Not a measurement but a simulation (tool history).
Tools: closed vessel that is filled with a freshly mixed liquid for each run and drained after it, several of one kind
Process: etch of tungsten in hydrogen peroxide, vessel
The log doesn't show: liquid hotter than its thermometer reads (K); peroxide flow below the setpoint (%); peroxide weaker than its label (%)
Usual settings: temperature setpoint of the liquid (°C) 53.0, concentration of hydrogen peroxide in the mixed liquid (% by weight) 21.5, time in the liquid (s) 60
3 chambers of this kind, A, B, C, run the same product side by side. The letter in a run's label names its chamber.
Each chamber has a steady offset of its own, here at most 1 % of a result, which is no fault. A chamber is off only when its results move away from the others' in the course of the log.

run   hour  temperature setpoint of the liquid (°C)  concentration of hydrogen peroxide in the mixed liquid (% by weight)  time in the liquid (s)  hours since the thermometer was replaced  hours since the peroxide flow meter was replaced  hours since the drum of peroxide was connected  read-back film thickness of the tungsten reference wafer, read on the same gauge (nm)  thickness taken off the tungsten on a monitor wafer (angstrom)
 1C    3.3                                     53.0                                                                  21.5                      60                                     379.8                                             368.8                                           313.9                                                                                 40.021                                                         1194.50
 2B   10.0                                     53.0                                                                  21.5                      60                                      27.0                                            1350.4                                           108.9                                                                                 40.026                                                         1182.30
 3A   14.3                                     53.0                                                                  21.5                      60                                     362.5                                             656.2                                           745.0                                                                                 40.015                                                         1189.50
 4B   18.6                                     53.0                                                                  21.5                      60                                      35.6                                            1359.0                                           117.5                                                                                 39.982                                                         1189.70
 5C   24.3                                     53.0                                                                  21.5                      60                                     400.8                                             389.8                                           334.9                                                                                 40.005                                                         1199.00
 6A   31.7                                     53.0                                                                  21.5                      60                                     379.9                                             673.6                                           762.4                                                                                 39.988                                                         1189.40
 7B   38.4                                     53.0                                                                  21.5                      60                                      55.4                                            1378.8                                           137.3                                                                                 40.045                                                         1184.20
 8A   44.5                                     53.0                                                                  21.5                      60                                     392.7                                             686.4                                           775.2                                                                                 39.986                                                         1187.80
 9C   51.1                                     53.0                                                                  21.5                      60                                     427.6                                             416.6                                           361.7                                                                                 39.999                                                         1182.60
10C   54.4                                     53.0                                                                  21.5                      60                                     430.9                                             419.9                                           365.0                                                                                 40.002                                                         1184.20
11B   58.5                                     53.0                                                                  21.5                      60                                      75.5                                            1398.9                                           157.4                                                                                 39.991                                                         1188.90
12A   65.5                                     53.0                                                                  21.5                      60                                     413.7                                             707.4                                           796.2                                                                                 39.974                                                         1188.20
13C   70.1                                     53.0                                                                  21.5                      60                                     446.6                                             435.6                                           380.7                                                                                 40.042                                                         1182.40
14B   75.6                                     53.0                                                                  21.5                      60                                      92.6                                            1416.0                                           174.5                                                                                 40.010                                                         1192.40
15A   79.1                                     53.0                                                                  21.5                      60                                     427.3                                             721.0                                           809.8                                                                                 40.037                                                         1188.90
16B   82.7                                     53.0                                                                  21.5                      60                                      99.7                                            1423.1                                           181.6                                                                                 40.008                                                         1195.40
17A   89.1                                     49.0                                                                  25.0                      60                                     437.3                                             731.0                                           819.8                                                                                 40.014                                                         1001.40
18C   94.7                                     49.0                                                                  25.0                      60                                     471.2                                             460.2                                           405.3                                                                                 40.005                                                          997.64
19A  100.0                                     49.0                                                                  25.0                      60                                     448.2                                             741.9                                           830.7                                                                                 39.997                                                          991.58
20B  105.6                                     53.0                                                                  21.5                      60                                     122.6                                            1446.0                                           204.5                                                                                 39.989                                                         1181.00
21C  110.0                                     53.0                                                                  21.5                      60                                     486.5                                             475.5                                           420.6                                                                                 40.015                                                         1174.30
22C  115.3                                     53.0                                                                  21.5                      60                                     491.8                                             480.8                                           425.9                                                                                 39.988                                                         1174.40
23B  119.7                                     59.5                                                                  21.5                      60                                     136.7                                            1460.1                                           218.6                                                                                 39.996                                                         1746.00
24A  125.2                                     59.5                                                                  21.5                      60                                     473.4                                             767.1                                           855.9                                                                                 39.984                                                         1751.70
25B  128.9                                     59.5                                                                  21.5                      60                                     145.9                                            1469.3                                           227.8                                                                                 40.002                                                         1732.70
26C  133.5                                     53.0                                                                  21.5                      60                                     510.0                                             499.0                                           444.1                                                                                 40.035                                                         1172.40
27A  137.3                                     57.5                                                                  21.5                      35                                     485.5                                             779.2                                           868.0                                                                                 40.021                                                          908.05
28B  143.5                                     57.5                                                                  21.5                      35                                     160.5                                            1483.9                                           242.4                                                                                 40.027                                                          905.18
29C  148.6                                     57.5                                                                  21.5                      35                                     525.1                                             514.1                                           459.2                                                                                 39.997                                                          893.69
30A  155.3                                     53.0                                                                  21.5                      60                                     503.5                                             797.2                                           886.0                                                                                 39.987                                                         1188.00
31C  160.9                                     53.0                                                                  21.5                      60                                     537.4                                             526.4                                           471.5                                                                                 40.025                                                         1165.40
32A  166.1                                     53.0                                                                  21.5                      60                                     514.3                                             808.0                                           896.8                                                                                 39.995                                                         1185.60
33B  173.4                                     53.0                                                                  21.5                      60                                     190.4                                            1513.8                                           272.3                                                                                 40.026                                                         1182.10
34A  178.4                                     53.0                                                                  21.5                      60                                     526.6                                             820.3                                           909.1                                                                                 40.002                                                         1183.20
35C  184.0                                     53.0                                                                  16.5                      90                                     560.5                                             549.5                                           494.6                                                                                 40.032                                                         1519.70
36B  189.8                                     53.0                                                                  16.5                      90                                     206.8                                            1530.2                                           288.7                                                                                 40.019                                                         1549.90
37A  193.5                                     53.0                                                                  16.5                      90                                     541.7                                             835.4                                           924.2                                                                                 40.001                                                         1559.80
38B  200.6                                     53.0                                                                  21.5                      60                                     217.6                                            1541.0                                           299.5                                                                                 39.996                                                         1192.30
39C  204.6                                     53.0                                                                  21.5                      60                                     581.1                                             570.1                                           515.2                                                                                 39.998                                                         1151.60
40C  212.0                                     57.5                                                                  21.5                      60                                     588.5                                             577.5                                           522.6                                                                                 39.997                                                         1505.60
41A  216.9                                     57.5                                                                  21.5                      60                                     565.1                                             858.8                                           947.6                                                                                 39.997                                                         1546.80

Is one chamber off against the others, does the gauge drift, or is nothing wrong? If a chamber is off, say which, and what the likeliest cause is.

Chamber C drifts away from the others.
Cause: peroxide weaker than its label (%) = 7.58.
The log may not tell that from: liquid colder than its thermometer reads (K); peroxide flow below the setpoint (%).

Here are 4 candidates for chamber C's next run, each the usual settings with a change, their results left as question marks. Which one brings its results back in line with what the others give on the usual settings?
In line means no further than this from the other chambers' mean on the usual settings: thickness taken off the tungsten on a monitor wafer (angstrom) 18.00
42C-1  222.3                                     53.5                                                                  21.5                      60                                                                                                                                                                                                                                                                                                  ?
42C-2  222.3                                     52.5                                                                  21.5                      60                                                                                                                                                                                                                                                                                                  ?
42C-3  222.3                                     54.0                                                                  21.5                      60                                                                                                                                                                                                                                                                                                  ?
42C-4  222.3                                     52.0                                                                  21.5                      60                                                                                                                                                                                                                                                                                                  ?

The other chambers' mean on the usual settings: thickness taken off the tungsten on a monitor wafer (angstrom) 1186.20
  run  thickness taken off the tungsten on a monitor wafer (angstrom)
42C-1                                                         1187.00
42C-2                                                         1116.60
42C-3                                                         1223.80
42C-4                                                         1082.80
42C-1 brings the chamber back in line.
